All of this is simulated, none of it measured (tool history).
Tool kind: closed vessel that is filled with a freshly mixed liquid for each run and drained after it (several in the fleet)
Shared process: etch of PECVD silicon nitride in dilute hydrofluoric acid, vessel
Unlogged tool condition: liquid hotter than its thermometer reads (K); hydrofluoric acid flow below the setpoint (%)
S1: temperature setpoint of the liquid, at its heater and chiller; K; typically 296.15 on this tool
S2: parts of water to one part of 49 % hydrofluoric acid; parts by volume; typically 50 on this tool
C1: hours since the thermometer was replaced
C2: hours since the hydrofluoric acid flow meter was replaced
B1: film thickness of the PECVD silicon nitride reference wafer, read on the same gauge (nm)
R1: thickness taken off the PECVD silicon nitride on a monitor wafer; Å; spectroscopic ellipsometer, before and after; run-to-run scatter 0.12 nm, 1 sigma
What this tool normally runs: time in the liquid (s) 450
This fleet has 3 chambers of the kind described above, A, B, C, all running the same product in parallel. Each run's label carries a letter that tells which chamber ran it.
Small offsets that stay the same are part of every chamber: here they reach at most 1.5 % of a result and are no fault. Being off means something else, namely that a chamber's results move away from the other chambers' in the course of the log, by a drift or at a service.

run 1A hour=8 | S1=296.15 S2=50 time_in_the_liquid_(s)=450 | C1=819.5 C2=1069.1 | B1=69.984 | R1=143.03
run 2B hour=16.5 | S1=296.15 S2=50 time_in_the_liquid_(s)=450 | C1=1004.5 C2=972.4 | B1=70.044 | R1=143.75
run 3C hour=25.7 | S1=296.15 S2=50 time_in_the_liquid_(s)=450 | C1=717.6 C2=1325.1 | B1=70.015 | R1=140.36
run 4A hour=30.9 | S1=296.15 S2=50 time_in_the_liquid_(s)=450 | C1=842.4 C2=1092 | B1=69.975 | R1=142.53
run 5B hour=40.4 | S1=299.65 S2=50 time_in_the_liquid_(s)=450 | C1=1028.4 C2=996.3 | B1=70.033 | R1=181.36
run 6C hour=48.1 | S1=299.65 S2=50 time_in_the_liquid_(s)=450 | C1=740 C2=1347.5 | B1=70.01 | R1=177.76
run 7A hour=56.9 | S1=299.65 S2=50 time_in_the_liquid_(s)=450 | C1=868.4 C2=1118 | B1=70.002 | R1=181.19
run 8B hour=64.7 | S1=296.15 S2=50 time_in_the_liquid_(s)=675 | C1=1052.7 C2=1020.6 | B1=70.02 | R1=214.81
run 9C hour=70.8 | S1=296.15 S2=50 time_in_the_liquid_(s)=675 | C1=762.7 C2=1370.2 | B1=70.005 | R1=208.49
run 10B hour=79.2 | S1=296.15 S2=50 time_in_the_liquid_(s)=675 | C1=1067.2 C2=1035.1 | B1=69.985 | R1=210.92
run 11C hour=88.7 | S1=296.15 S2=50 time_in_the_liquid_(s)=450 | C1=780.6 C2=1388.1 | B1=70.009 | R1=138.59
run 12A hour=99.4 | S1=296.15 S2=50 time_in_the_liquid_(s)=450 | C1=910.9 C2=1160.5 | B1=70.013 | R1=141.18
run 13A hour=109.1 | S1=291.65 S2=50 time_in_the_liquid_(s)=650 | C1=920.6 C2=1170.2 | B1=70.022 | R1=149.45
run 14B hour=120 | S1=291.65 S2=50 time_in_the_liquid_(s)=650 | C1=1108 C2=1075.9 | B1=70.045 | R1=144.9
run 15C hour=127.6 | S1=291.65 S2=50 time_in_the_liquid_(s)=650 | C1=819.5 C2=1427 | B1=70.013 | R1=149.35
run 16B hour=135.4 | S1=296.15 S2=50 time_in_the_liquid_(s)=450 | C1=1123.4 C2=1091.3 | B1=69.985 | R1=137.96
run 17A hour=141.7 | S1=296.15 S2=50 time_in_the_liquid_(s)=450 | C1=953.2 C2=1202.8 | B1=70.022 | R1=144.15
run 18C hour=152.1 | S1=296.15 S2=50 time_in_the_liquid_(s)=450 | C1=844 C2=1451.5 | B1=70.012 | R1=140.41
run 19A hour=161.3 | S1=296.15 S2=50 time_in_the_liquid_(s)=450 | C1=972.8 C2=1222.4 | B1=69.996 | R1=142.16
run 20C hour=171.1 | S1=296.15 S2=50 time_in_the_liquid_(s)=450 | C1=863 C2=1470.5 | B1=70.029 | R1=142.3
run 21B hour=178 | S1=296.15 S2=50 time_in_the_liquid_(s)=450 | C1=1166 C2=1133.9 | B1=70.025 | R1=134.4
-- hour=185.5 chamber C: thermometer replaced
run 22B hour=189.3 | S1=296.15 S2=50 time_in_the_liquid_(s)=450 | C1=1177.3 C2=1145.2 | B1=69.999 | R1=132.53
run 23C hour=195 | S1=296.15 S2=50 time_in_the_liquid_(s)=450 | C1=9.5 C2=1494.4 | B1=70.034 | R1=141.88
-- hour=196.2 chamber C: hydrofluoric acid flow meter replaced
run 24A hour=204.5 | S1=296.15 S2=50 time_in_the_liquid_(s)=450 | C1=1016 C2=1265.6 | B1=69.995 | R1=142.89
run 25C hour=210.6 | S1=296.15 S2=50 time_in_the_liquid_(s)=450 | C1=25.1 C2=14.5 | B1=69.994 | R1=141.21
run 26A hour=217.5 | S1=296.15 S2=50 time_in_the_liquid_(s)=450 | C1=1029 C2=1278.6 | B1=69.991 | R1=142.35
run 27B hour=224.7 | S1=296.15 S2=50 time_in_the_liquid_(s)=450 | C1=1212.7 C2=1180.6 | B1=69.995 | R1=130.85
run 28B hour=230 | S1=296.15 S2=50 time_in_the_liquid_(s)=450 | C1=1218 C2=1185.9 | B1=70.013 | R1=132.17
run 29A hour=239.4 | S1=296.15 S2=50 time_in_the_liquid_(s)=450 | C1=1050.9 C2=1300.5 | B1=69.995 | R1=143.31
run 30C hour=247.1 | S1=296.15 S2=30 time_in_the_liquid_(s)=615 | C1=61.6 C2=51 | B1=69.954 | R1=314.16

Has any chamber moved away from the others, gradually or after a service, or does the common gauge drift, or do the chambers differ only by their own small steady offsets? State the chamber and the most likely cause if one applies.

Little by little, chamber B moves away from the other chambers.
Likeliest cause: hydrofluoric acid flow below the setpoint (%) = 9.17.
With only this log, it may be confused with: liquid colder than its thermometer reads (K).

Which of the 4 candidates below, each the usual settings with something changed and its results left as question marks, puts chamber B back in line with what the other chambers give on the usual settings?
Counts as in line when no further than this from what the other chambers average on the usual settings: R1 4.2 Å
run 31B-1 hour=255.5 | S1=296.15 S2=50 time_in_the_liquid_(s)=380 | R1=?
run 31B-2 hour=255.5 | S1=296.15 S2=50 time_in_the_liquid_(s)=530 | R1=?
run 31B-3 hour=255.5 | S1=296.15 S2=50 time_in_the_liquid_(s)=415 | R1=?
run 31B-4 hour=255.5 | S1=296.65 S2=50 time_in_the_liquid_(s)=475 | R1=?

Usual-settings mean across the other chambers: R1 141.76 Å
run=31B-1 R1=110.04
run=31B-2 R1=153.48
run=31B-3 R1=120.18
run=31B-4 R1=142.28
The right change is 31B-4: it brings the chamber back within the allowed miss of the others.
